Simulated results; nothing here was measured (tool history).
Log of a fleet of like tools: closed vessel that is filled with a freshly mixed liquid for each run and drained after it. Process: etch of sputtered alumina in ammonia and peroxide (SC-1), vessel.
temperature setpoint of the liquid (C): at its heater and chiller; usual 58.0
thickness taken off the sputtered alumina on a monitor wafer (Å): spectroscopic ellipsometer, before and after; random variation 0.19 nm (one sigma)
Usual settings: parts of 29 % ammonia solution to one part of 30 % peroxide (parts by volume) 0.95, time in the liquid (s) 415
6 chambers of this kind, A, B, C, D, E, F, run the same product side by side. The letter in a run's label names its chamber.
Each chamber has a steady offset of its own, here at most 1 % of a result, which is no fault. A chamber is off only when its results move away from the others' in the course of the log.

run,hour,temperature setpoint of the liquid (C),parts of 29 % ammonia solution to one part of 30 % peroxide (parts by volume),time in the liquid (s),"read-back film thickness of the sputtered alumina reference wafer, read on the same gauge (nm)",thickness taken off the sputtered alumina on a monitor wafer (Å)
# hour 4.6: chamber F: thermometer replaced
1C,6.3,58.0,0.95,415,40.010,238.06
2D,18.4,58.0,0.95,415,39.982,231.90
# hour 22.0: chamber E: new drum of ammonia solution connected
3B,24.9,58.0,0.95,415,39.955,235.22
4A,33.3,58.0,0.95,415,40.043,231.46
5F,40.3,58.0,0.95,415,40.001,238.20
# hour 45.5: chamber A: new drum of ammonia solution connected
6E,52.5,58.0,0.95,415,40.025,237.99
7F,63.3,58.0,0.95,415,40.013,236.48
8B,71.4,58.0,0.95,415,39.995,236.21
9C,84.5,53.5,0.95,510,40.042,227.23
10A,98.4,53.5,0.95,510,40.032,229.59
11D,106.4,53.5,0.95,510,40.032,227.57
# hour 114.6: chamber D: new drum of ammonia solution connected
# hour 116.4: chamber C: thermometer replaced
12E,119.8,53.5,0.95,510,39.992,229.26
13A,129.1,53.5,0.95,510,40.023,227.51
# hour 133.5: chamber F: ammonia flow meter replaced
14E,136.5,53.5,0.95,510,40.014,228.90
15C,147.8,58.0,0.95,415,39.944,234.87
# hour 149.1: chamber B: new drum of ammonia solution connected
16B,159.5,58.0,0.95,415,39.965,231.58
17F,167.2,58.0,0.60,415,39.995,224.50
18D,179.4,58.0,0.60,415,39.991,228.05
19D,192.5,58.0,0.60,415,39.981,225.15
20B,205.2,58.0,0.60,415,39.972,225.29
21C,214.3,58.0,0.60,415,40.013,231.51
22A,224.2,58.0,0.60,415,40.013,211.43
23E,233.3,58.0,0.80,415,40.015,227.87
# hour 238.1: chamber D: ammonia flow meter replaced
24F,239.7,58.0,0.80,415,39.984,233.65
25A,254.0,58.0,0.80,415,40.039,214.11
# hour 257.2: chamber F: new drum of ammonia solution connected
# hour 261.2: chamber B: ammonia flow meter replaced
26C,267.8,58.0,0.80,415,39.978,232.90
27D,275.7,58.0,0.80,415,39.990,231.13
28B,287.5,58.0,0.80,415,39.974,233.79
29E,296.3,58.0,0.95,415,40.021,236.06
30F,308.1,58.0,0.95,415,39.994,235.09
31C,320.9,58.0,0.95,415,39.966,238.04
32F,327.4,58.0,0.75,245,40.011,136.60
# hour 338.8: chamber D: thermometer replaced
33E,340.9,58.0,0.75,245,40.008,137.41
34A,347.9,58.0,0.75,245,39.997,123.76
35D,356.8,58.0,0.75,245,39.983,134.57
# hour 363.8: chamber D: new drum of ammonia solution connected
36B,365.4,58.0,0.75,245,40.023,136.06
37C,376.6,58.0,0.75,245,40.019,137.99
38F,384.6,58.0,0.95,415,40.027,239.47
39D,398.1,58.0,0.95,415,39.999,235.71

Is one chamber off against the others, does the gauge drift, or is nothing wrong? If a chamber is off, say which, and what the likeliest cause is.

Chamber A drifts away from the others.
Cause: liquid colder than its thermometer reads (K) = 2.18.

Here are 4 candidates for chamber A's next run, each the usual settings with a change, their results left as question marks. Which one brings its results back in line with what the others give on the usual settings?
In line means no further than this from the other chambers' mean on the usual settings: thickness taken off the sputtered alumina on a monitor wafer (Å) 6.70
40A-1,408.5,56.5,0.95,370,,?
40A-2,408.5,58.0,0.95,500,,?
40A-3,408.5,58.0,0.95,465,,?
40A-4,408.5,57.0,0.95,385,,?

The other chambers' mean on the usual settings: thickness taken off the sputtered alumina on a monitor wafer (Å) 236.10
run,thickness taken off the sputtered alumina on a monitor wafer (Å)
40A-1,172.04
40A-2,251.75
40A-3,234.13
40A-4,183.85
40A-3 brings the chamber back in line.

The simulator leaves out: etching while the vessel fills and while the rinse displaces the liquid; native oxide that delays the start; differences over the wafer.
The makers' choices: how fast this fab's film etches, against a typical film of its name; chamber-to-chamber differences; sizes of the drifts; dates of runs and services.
